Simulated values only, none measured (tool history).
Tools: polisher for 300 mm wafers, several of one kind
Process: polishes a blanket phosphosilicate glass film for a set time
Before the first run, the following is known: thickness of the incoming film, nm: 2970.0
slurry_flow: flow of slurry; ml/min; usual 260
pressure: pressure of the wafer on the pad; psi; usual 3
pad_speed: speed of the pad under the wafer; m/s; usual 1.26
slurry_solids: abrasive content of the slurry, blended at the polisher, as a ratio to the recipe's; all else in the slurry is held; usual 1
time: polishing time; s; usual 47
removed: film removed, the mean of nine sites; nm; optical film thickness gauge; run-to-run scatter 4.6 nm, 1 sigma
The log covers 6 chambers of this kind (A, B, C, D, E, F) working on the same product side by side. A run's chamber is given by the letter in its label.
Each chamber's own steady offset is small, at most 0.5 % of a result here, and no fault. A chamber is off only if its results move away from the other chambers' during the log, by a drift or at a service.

run	hour	slurry_flow	pressure	pad_speed	slurry_solids	time	wafers polished on this pad	hours since the slurry nozzle was cleaned	hours since the head pressure was calibrated	hours since the slurry blender was calibrated	hours since the conditioning disc was replaced	removed
# hour 0.3: chamber E: slurry blender recalibrated
1A	3.3	260	3	1.26	1	47	451	7.8	159.2	334.6	163.5	380.55
# hour 7.3: chamber D: worn pad replaced by a new one
2F	7.3	260	3	1.26	1	47	311	44.8	318.8	67.5	17.1	385.62
3C	10.8	260	3	1.26	1	47	415	113.0	952.0	158.8	477.3	384.13
4B	14.0	260	3	1.26	1	47	214	494.0	191.4	53.6	38.3	387.61
5D	18.3	260	3	1.26	1	47	119	140.6	314.1	151.8	357.1	388.63
6E	20.4	260	3	1.26	1	47	1630	225.0	910.8	20.1	160.4	374.77
7B	22.7	260	3	1.26	1	47	308	502.7	200.1	62.3	47.0	384.94
# hour 25.4: chamber E: worn pad replaced by a new one
8F	27.3	260	3	1.26	1	47	526	64.8	338.8	87.5	37.1	390.75
9C	31.2	260	3	1.26	1	47	635	133.4	972.4	179.2	497.7	388.61
10E	34.5	260	3	1.26	1	47	98	239.1	924.9	34.2	174.5	380.23
11D	37.9	260	3	1.26	1	47	330	160.2	333.7	171.4	376.7	389.20
12A	42.4	260	3	1.26	1	47	872	46.9	198.3	373.7	202.6	389.46
13C	46.1	260	3	1.26	1	47	795	148.3	987.3	194.1	512.6	384.97
14F	50.2	260	3	1.26	1	47	773	87.7	361.7	110.4	60.0	390.44
15E	53.8	260	3	1.26	1	47	305	258.4	944.2	53.5	193.8	383.44
16A	56.4	260	3	1.26	1	47	1023	60.9	212.3	387.7	216.6	389.10
# hour 59.3: chamber B: worn pad replaced by a new one
17D	59.5	260	3	1.26	1	47	562	181.8	355.3	193.0	398.3	384.53
18B	62.2	260	3	1.26	1	47	31	542.2	239.6	101.8	86.5	392.08
19F	66.4	260	3	1.26	1	47	947	103.9	377.9	126.6	76.2	392.34
# hour 66.6: chamber D: head pressure recalibrated
# hour 68.0: chamber B: slurry nozzle cleaned
20E	68.7	260	3	1.26	1	47	466	273.3	959.1	68.4	208.7	386.27
21D	71.7	260	3	1.26	1	47	694	194.0	5.2	205.2	410.5	351.87
# hour 72.9: chamber A: worn pad replaced by a new one
22C	74.5	260	3	1.26	1	47	1101	176.7	1015.7	222.5	541.0	377.78
23A	79.2	260	3	1.26	1	47	68	83.7	235.1	410.5	239.4	388.55
# hour 81.8: chamber C: slurry blender recalibrated
# hour 82.7: chamber C: worn pad replaced by a new one
24B	83.1	260	3	1.26	1	47	256	15.2	260.5	122.7	107.4	376.71
25D	86.9	260	3	1.26	1	47	857	209.2	20.4	220.4	425.7	348.58
# hour 87.6: chamber C: head pressure recalibrated
# hour 90.1: chamber B: slurry blender recalibrated
26E	91.0	260	3	1.26	1	47	706	295.6	981.4	90.7	231.0	378.17
27B	95.5	260	3	1.26	1	47	389	27.6	272.9	5.4	119.8	390.62
28A	98.9	260	3	1.26	1	47	281	103.4	254.8	430.2	259.1	386.95
29F	101.1	260	3	1.26	1	47	1321	138.6	412.6	161.3	110.9	386.74
30C	105.2	260	3	1.26	1	47	243	207.4	17.6	23.4	571.7	384.47
31A	108.7	260	3	1.26	1	47	386	113.2	264.6	440.0	268.9	386.57
# hour 110.1: chamber F: worn pad replaced by a new one
32B	111.7	260	3	1.26	1	47	564	43.8	289.1	21.6	136.0	378.71
33E	116.2	260	3	1.26	1	47	978	320.8	1006.6	115.9	256.2	387.25
# hour 116.5: chamber A: conditioning disc replaced and pad reconditioned
34F	118.4	260	3	1.26	1	47	90	155.9	429.9	178.6	128.2	382.93
# hour 119.3: chamber B: worn pad replaced by a new one
35C	121.1	260	3	1.26	1	47	414	223.3	33.5	39.3	587.6	379.90
36D	125.5	260	3	1.26	1	47	1273	247.8	59.0	259.0	464.3	352.86
37F	129.8	260	3	1.26	1	47	212	167.3	441.3	190.0	139.6	386.87
38D	132.7	260	3	1.26	1	47	1351	255.0	66.2	266.2	471.5	350.76
39C	135.4	260	3	1.26	1	47	568	237.6	47.8	53.6	601.9	392.15
40A	139.6	260	3	1.26	1	47	719	144.1	295.5	470.9	23.1	383.57
41B	143.6	260	3	1.26	1	47	262	75.7	321.0	53.5	167.9	381.48
42E	146.4	260	3	1.54	1	47	1303	351.0	1036.8	146.1	286.4	454.44
43A	150.5	260	3	1.54	1	47	836	155.0	306.4	481.8	34.0	450.00

Does one chamber stand apart from the rest, does the shared gauge drift, or is all well apart from small per-chamber offsets? Give the chamber and the most likely cause, where there is one.

The work done on chamber D during a service left it standing apart from the others.
What lies behind it: head's pressure below its setpoint, % = 8.72.

Chamber D could run next with any of the 4 candidate recipes listed below; each alters the usual settings, and their results appear as question marks. Which one brings its results back in line with what the other chambers deliver on the usual settings?
In-line tolerance around the mean of the other chambers on the usual settings: removed 16.00 nm
44D-1	153.9	260	3.2	1.34	1.0	50						?
44D-2	153.9	260	3.0	1.12	1.0	47						?
44D-3	153.9	260	3.0	1.26	1.2	47						?
44D-4	153.9	260	2.8	1.18	1.0	44						?

Usual-settings mean across the other chambers: removed 385.32 nm
run	removed
44D-1	416.26
44D-2	317.51
44D-3	376.99
44D-4	288.94
With 44D-3, the chamber falls back in line with the rest.
